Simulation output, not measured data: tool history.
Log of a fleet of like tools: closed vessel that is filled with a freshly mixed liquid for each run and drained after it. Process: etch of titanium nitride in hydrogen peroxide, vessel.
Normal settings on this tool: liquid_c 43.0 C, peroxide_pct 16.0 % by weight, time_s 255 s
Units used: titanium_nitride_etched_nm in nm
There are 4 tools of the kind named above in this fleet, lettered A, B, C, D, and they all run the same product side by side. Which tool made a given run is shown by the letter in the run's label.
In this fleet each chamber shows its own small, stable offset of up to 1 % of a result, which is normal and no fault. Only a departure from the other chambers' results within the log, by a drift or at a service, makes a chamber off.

run,hour,liquid_c,peroxide_pct,time_s,hours since the thermometer was replaced,hours since the peroxide flow meter was replaced,hours since the drum of peroxide was connected,"read-back film thickness of the titanium nitride reference wafer, read on the same gauge (nm)",titanium_nitride_etched_nm
1D,7.3,43.0,16.0,255,163.0,69.5,225.3,69.981,11.4790
2A,15.0,43.0,16.0,255,492.2,24.2,295.9,69.982,11.4010
# hour 19.8: chamber B: new drum of peroxide connected
3C,24.5,43.0,16.0,255,980.2,1529.2,30.1,69.963,11.3820
4B,32.8,43.0,16.0,255,88.7,737.9,13.1,70.009,11.3890
5B,43.8,43.0,16.0,255,99.7,748.9,24.1,70.013,11.4110
6C,53.8,43.0,16.0,125,1009.5,1558.5,59.4,70.020,5.5648
7A,65.4,43.0,16.0,125,542.6,74.6,346.3,70.036,5.5719
8D,75.4,43.0,16.0,125,231.1,137.6,293.4,70.017,5.5780
9A,84.1,43.0,16.0,125,561.3,93.3,365.0,69.982,5.5845
10D,92.2,43.0,12.0,130,247.9,154.4,310.2,69.995,5.5082
11C,106.8,43.0,12.0,130,1062.5,1611.5,112.4,69.985,5.5279
12B,117.8,43.0,12.0,130,173.7,822.9,98.1,69.992,5.5253
# hour 118.6: chamber A: new drum of peroxide connected
13C,130.4,43.0,12.0,130,1086.1,1635.1,136.0,70.001,5.4839
14B,142.4,43.0,16.0,255,198.3,847.5,122.7,70.009,11.4670
15A,157.1,43.0,16.0,255,634.3,166.3,38.6,69.992,11.2120
16D,166.8,43.0,16.0,255,322.5,229.0,384.8,70.017,11.5210
17A,181.5,43.0,19.5,120,658.7,190.7,63.0,69.994,5.5131
18C,188.6,43.0,19.5,120,1144.3,1693.3,194.2,69.981,5.6306
19D,200.4,43.0,19.5,120,356.1,262.6,418.4,69.998,5.5725
20B,210.6,43.0,19.5,120,266.5,915.7,190.9,69.998,5.6676
21C,220.5,35.5,16.0,255,1176.2,1725.2,226.1,70.002,6.4399
22A,233.7,35.5,16.0,255,710.9,242.9,115.2,70.002,6.2608
23B,245.7,35.5,16.0,255,301.6,950.8,226.0,70.012,6.5146
# hour 248.9: chamber B: peroxide flow meter replaced
24D,258.6,35.5,16.0,255,414.3,320.8,476.6,70.005,6.4597
25B,273.3,43.0,16.0,255,329.2,24.4,253.6,70.010,11.3310
26D,283.4,43.0,16.0,255,439.1,345.6,501.4,70.003,11.4140
27C,296.6,43.0,16.0,255,1252.3,1801.3,302.2,69.995,11.2680
28A,309.6,43.0,16.0,255,786.8,318.8,191.1,70.013,10.8530
29D,320.0,43.0,16.0,255,475.7,382.2,538.0,69.980,11.4700
30A,334.0,43.0,16.0,255,811.2,343.2,215.5,70.012,10.8980
# hour 338.3: chamber A: peroxide flow meter replaced
# hour 343.8: chamber D: new drum of peroxide connected
31B,348.2,43.0,13.0,255,404.1,99.3,328.5,69.987,10.9940
32C,358.5,43.0,13.0,255,1314.2,1863.2,364.1,69.987,10.7880
33B,368.1,43.0,13.0,255,424.0,119.2,348.4,69.998,11.0220
# hour 375.9: chamber D: thermometer replaced
34D,382.7,43.0,13.0,255,6.8,444.9,38.9,69.991,10.9880
35C,393.6,43.0,13.5,170,1349.3,1898.3,399.2,69.984,7.3133
36A,407.4,43.0,13.5,170,884.6,69.1,288.9,69.964,6.9717
37B,416.7,43.0,13.5,170,472.6,167.8,397.0,69.986,7.4297
38C,426.0,43.0,13.5,170,1381.7,1930.7,431.6,69.998,7.2372

Next, all 4 chambers run the settings below, one line each with question marks for the results. What does each chamber give?
39A,436.7,43.0,16.0,255,,,,,?
39B,436.7,43.0,16.0,255,,,,,?
39C,436.7,43.0,16.0,255,,,,,?
39D,436.7,43.0,16.0,255,,,,,?

run,titanium_nitride_etched_nm
39A,10.7540
39B,11.3380
39C,11.2670
39D,11.4220

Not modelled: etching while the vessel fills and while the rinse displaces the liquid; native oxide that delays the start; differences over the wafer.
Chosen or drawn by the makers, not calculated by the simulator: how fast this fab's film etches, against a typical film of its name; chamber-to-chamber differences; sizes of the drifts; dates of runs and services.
